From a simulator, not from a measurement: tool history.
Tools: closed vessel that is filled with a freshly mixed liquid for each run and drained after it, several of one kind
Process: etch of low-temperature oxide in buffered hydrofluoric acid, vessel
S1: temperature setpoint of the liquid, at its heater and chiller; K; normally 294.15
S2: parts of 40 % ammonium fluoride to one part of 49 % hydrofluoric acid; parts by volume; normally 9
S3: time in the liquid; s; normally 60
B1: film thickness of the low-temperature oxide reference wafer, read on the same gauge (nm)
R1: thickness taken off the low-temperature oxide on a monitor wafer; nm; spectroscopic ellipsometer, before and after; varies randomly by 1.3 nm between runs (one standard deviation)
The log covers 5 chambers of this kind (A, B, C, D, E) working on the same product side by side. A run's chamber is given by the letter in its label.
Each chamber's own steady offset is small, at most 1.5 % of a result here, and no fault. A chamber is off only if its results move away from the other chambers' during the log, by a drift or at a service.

| run | hour | S1 | S2 | S3 | B1 | R1 |
|---|---|---|---|---|---|---|
| 1A | 11.4 | 294.15 | 9 | 60 | 50.005 | 144.290 |
| 2D | 24.4 | 294.15 | 9 | 60 | 49.979 | 140.660 |
|  | 30.2 | chamber B: thermometer replaced |
| 3C | 32.1 | 294.15 | 9 | 60 | 49.986 | 146.470 |
| 4B | 43.0 | 294.15 | 9 | 60 | 49.981 | 140.270 |
| 5E | 57.2 | 294.15 | 9 | 60 | 49.989 | 143.050 |
| 6B | 69.6 | 294.15 | 9 | 60 | 50.010 | 142.130 |
| 7E | 82.9 | 294.15 | 9 | 60 | 49.969 | 144.160 |
| 8C | 91.7 | 294.15 | 9 | 60 | 50.005 | 144.900 |
| 9A | 105.1 | 294.15 | 7 | 60 | 49.987 | 193.200 |
| 10D | 114.9 | 294.15 | 7 | 60 | 50.013 | 184.690 |
| 11D | 124.7 | 294.15 | 7 | 60 | 49.995 | 187.850 |
| 12C | 139.4 | 294.15 | 7 | 60 | 50.008 | 190.930 |
| 13B | 146.0 | 294.15 | 7 | 60 | 49.981 | 188.820 |
| 14E | 154.7 | 294.15 | 9 | 45 | 49.986 | 106.890 |
| 15A | 167.0 | 294.15 | 9 | 45 | 50.008 | 109.090 |
| 16A | 178.2 | 294.15 | 9 | 45 | 50.004 | 109.540 |
| 17D | 190.3 | 294.15 | 9 | 45 | 50.009 | 106.590 |
| 18C | 205.2 | 294.15 | 9 | 45 | 50.005 | 107.050 |
| 19E | 220.1 | 294.15 | 9 | 60 | 49.994 | 144.040 |
| 20B | 234.9 | 294.15 | 9 | 60 | 49.981 | 144.370 |
| 21B | 247.2 | 294.15 | 12 | 60 | 50.022 | 110.710 |
| 22A | 256.9 | 294.15 | 12 | 60 | 49.997 | 112.710 |
| 23C | 269.6 | 294.15 | 12 | 60 | 49.991 | 114.030 |
| 24E | 276.3 | 294.15 | 12 | 60 | 50.020 | 113.050 |
| 25D | 291.4 | 294.15 | 12 | 60 | 50.010 | 110.260 |
| 26D | 303.5 | 294.15 | 9 | 60 | 50.007 | 145.220 |
| 27B | 311.9 | 294.15 | 9 | 60 | 49.994 | 143.020 |
| 28E | 323.7 | 294.15 | 9 | 60 | 49.987 | 144.780 |
|  | 329.0 | chamber A: thermometer replaced |
| 29A | 335.9 | 290.15 | 9 | 60 | 49.989 | 116.470 |
| 30C | 350.1 | 290.15 | 9 | 60 | 49.998 | 120.990 |
| 31D | 357.4 | 290.15 | 9 | 60 | 49.996 | 113.050 |
| 32E | 364.8 | 290.15 | 9 | 60 | 50.009 | 116.600 |
| 33C | 375.6 | 290.15 | 9 | 60 | 50.013 | 121.560 |
| 34B | 385.6 | 294.15 | 9 | 60 | 49.997 | 140.880 |
| 35A | 394.9 | 294.15 | 9 | 60 | 49.995 | 146.180 |
|  | 398.5 | chamber E: hydrofluoric acid flow meter replaced |
| 36B | 404.8 | 294.15 | 9 | 60 | 49.993 | 142.580 |
| 37E | 413.5 | 294.15 | 9 | 60 | 50.005 | 143.870 |
| 38A | 424.5 | 294.15 | 9 | 60 | 49.992 | 143.800 |
| 39C | 435.0 | 294.15 | 9 | 60 | 50.024 | 158.360 |
| 40D | 444.0 | 294.15 | 9 | 60 | 49.995 | 142.780 |
| 41B | 454.8 | 294.15 | 9 | 30 | 49.994 | 70.910 |

All 5 chambers run these settings next. Forecast each chamber's results:
| 42A | 465.7 | 294.15 | 9 | 30 |  | ? |
| 42B | 465.7 | 294.15 | 9 | 30 |  | ? |
| 42C | 465.7 | 294.15 | 9 | 30 |  | ? |
| 42D | 465.7 | 294.15 | 9 | 30 |  | ? |
| 42E | 465.7 | 294.15 | 9 | 30 |  | ? |

| run | R1 |
|---|---|
| 42A | 74.077 |
| 42B | 72.447 |
| 42C | 77.547 |
| 42D | 71.648 |
| 42E | 72.427 |
